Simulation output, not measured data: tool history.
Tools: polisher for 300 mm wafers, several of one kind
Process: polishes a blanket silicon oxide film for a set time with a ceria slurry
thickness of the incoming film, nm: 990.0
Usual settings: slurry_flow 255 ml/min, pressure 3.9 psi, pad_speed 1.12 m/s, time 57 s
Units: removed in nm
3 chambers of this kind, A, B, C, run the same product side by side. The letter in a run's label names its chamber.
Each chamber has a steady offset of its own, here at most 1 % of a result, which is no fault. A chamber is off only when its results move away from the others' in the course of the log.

{"day": 0.371, "done": "chamber C: worn pad replaced by a new one"}
{"run": "1A", "day": 0.517, "slurry_flow": 255, "pressure": 3.9, "pad_speed": 1.12, "time": 57, "removed": 410.47}
{"run": "2C", "day": 0.975, "slurry_flow": 255, "pressure": 3.9, "pad_speed": 1.12, "time": 57, "removed": 418.5}
{"run": "3B", "day": 1.35, "slurry_flow": 255, "pressure": 3.9, "pad_speed": 1.12, "time": 57, "removed": 410.28}
{"run": "4B", "day": 1.75, "slurry_flow": 255, "pressure": 3.9, "pad_speed": 1.12, "time": 57, "removed": 411.5}
{"day": 1.783, "done": "chamber B: slurry nozzle cleaned"}
{"day": 1.808, "done": "chamber B: worn pad replaced by a new one"}
{"day": 1.812, "done": "chamber A: worn pad replaced by a new one"}
{"run": "5C", "day": 2.362, "slurry_flow": 255, "pressure": 3.9, "pad_speed": 1.12, "time": 57, "removed": 419.48}
{"run": "6A", "day": 2.904, "slurry_flow": 255, "pressure": 3.9, "pad_speed": 1.12, "time": 57, "removed": 414.51}
{"run": "7B", "day": 3.229, "slurry_flow": 255, "pressure": 3.9, "pad_speed": 1.12, "time": 57, "removed": 414.34}
{"run": "8A", "day": 3.696, "slurry_flow": 255, "pressure": 3.9, "pad_speed": 1.12, "time": 57, "removed": 417.55}
{"day": 4.275, "done": "chamber A: worn pad replaced by a new one"}
{"run": "9C", "day": 4.312, "slurry_flow": 255, "pressure": 3.9, "pad_speed": 1.12, "time": 57, "removed": 415.98}
{"day": 4.454, "done": "chamber B: worn pad replaced by a new one"}
{"day": 4.833, "done": "chamber C: worn pad replaced by a new one"}
{"run": "10B", "day": 4.871, "slurry_flow": 255, "pressure": 3.9, "pad_speed": 1.12, "time": 57, "removed": 404.46}
{"run": "11A", "day": 5.512, "slurry_flow": 255, "pressure": 3.9, "pad_speed": 1.12, "time": 57, "removed": 419.61}
{"run": "12C", "day": 6.146, "slurry_flow": 255, "pressure": 3.9, "pad_speed": 1.12, "time": 57, "removed": 422.2}
{"run": "13C", "day": 6.646, "slurry_flow": 255, "pressure": 3.3, "pad_speed": 1.12, "time": 57, "removed": 350.38}
{"day": 6.983, "done": "chamber A: worn pad replaced by a new one"}
{"run": "14A", "day": 7.171, "slurry_flow": 255, "pressure": 3.3, "pad_speed": 1.12, "time": 57, "removed": 364.85}
{"day": 7.204, "done": "chamber B: worn pad replaced by a new one"}
{"day": 7.288, "done": "chamber A: slurry nozzle cleaned"}
{"run": "15B", "day": 7.838, "slurry_flow": 255, "pressure": 3.3, "pad_speed": 1.12, "time": 57, "removed": 351.26}
{"run": "16A", "day": 8.412, "slurry_flow": 255, "pressure": 3.9, "pad_speed": 1.4, "time": 57, "removed": 551.12}
{"run": "17C", "day": 8.871, "slurry_flow": 255, "pressure": 3.9, "pad_speed": 1.4, "time": 57, "removed": 532.51}
{"day": 8.967, "done": "chamber C: worn pad replaced by a new one"}
{"day": 9.075, "done": "chamber A: worn pad replaced by a new one"}
{"run": "18B", "day": 9.292, "slurry_flow": 255, "pressure": 3.9, "pad_speed": 1.4, "time": 57, "removed": 521.9}
{"run": "19C", "day": 9.804, "slurry_flow": 255, "pressure": 3.9, "pad_speed": 1.12, "time": 57, "removed": 420.14}
{"day": 10.35, "done": "chamber C: head pressure recalibrated"}
{"run": "20B", "day": 10.388, "slurry_flow": 195, "pressure": 4.6, "pad_speed": 1.12, "time": 57, "removed": 466.17}
{"day": 10.508, "done": "chamber B: worn pad replaced by a new one"}
{"run": "21A", "day": 11.029, "slurry_flow": 195, "pressure": 4.6, "pad_speed": 1.12, "time": 57, "removed": 501.31}
{"run": "22C", "day": 11.404, "slurry_flow": 195, "pressure": 4.6, "pad_speed": 1.12, "time": 57, "removed": 482.6}
{"run": "23B", "day": 11.75, "slurry_flow": 255, "pressure": 3.9, "pad_speed": 1.12, "time": 57, "removed": 416.67}

Is one chamber off against the others, does the gauge drift, or is nothing wrong? If a chamber is off, say which, and what the likeliest cause is.

Chamber A drifts away from the others.
Cause: head's pressure above its setpoint, % = 5.94.

Here are 4 candidates for chamber A's next run, each the usual settings with a change, their results left as question marks. Which one brings its results back in line with what the others give on the usual settings?
In line means no further than this from the other chambers' mean on the usual settings: removed 15 nm
{"run": "24A-1", "day": 12.238, "slurry_flow": 255, "pressure": 3.7, "pad_speed": 1.08, "time": 55, "removed": "?"}
{"run": "24A-2", "day": 12.238, "slurry_flow": 255, "pressure": 3.9, "pad_speed": 1.16, "time": 59, "removed": "?"}
{"run": "24A-3", "day": 12.238, "slurry_flow": 255, "pressure": 3.9, "pad_speed": 1.08, "time": 55, "removed": "?"}
{"run": "24A-4", "day": 12.238, "slurry_flow": 255, "pressure": 4.1, "pad_speed": 1.16, "time": 59, "removed": "?"}

The other chambers' mean on the usual settings: removed 416.53 nm
run=24A-1 removed=391.22
run=24A-2 removed=474.8
run=24A-3 removed=412.16
run=24A-4 removed=498.92
24A-3 brings the chamber back in line.
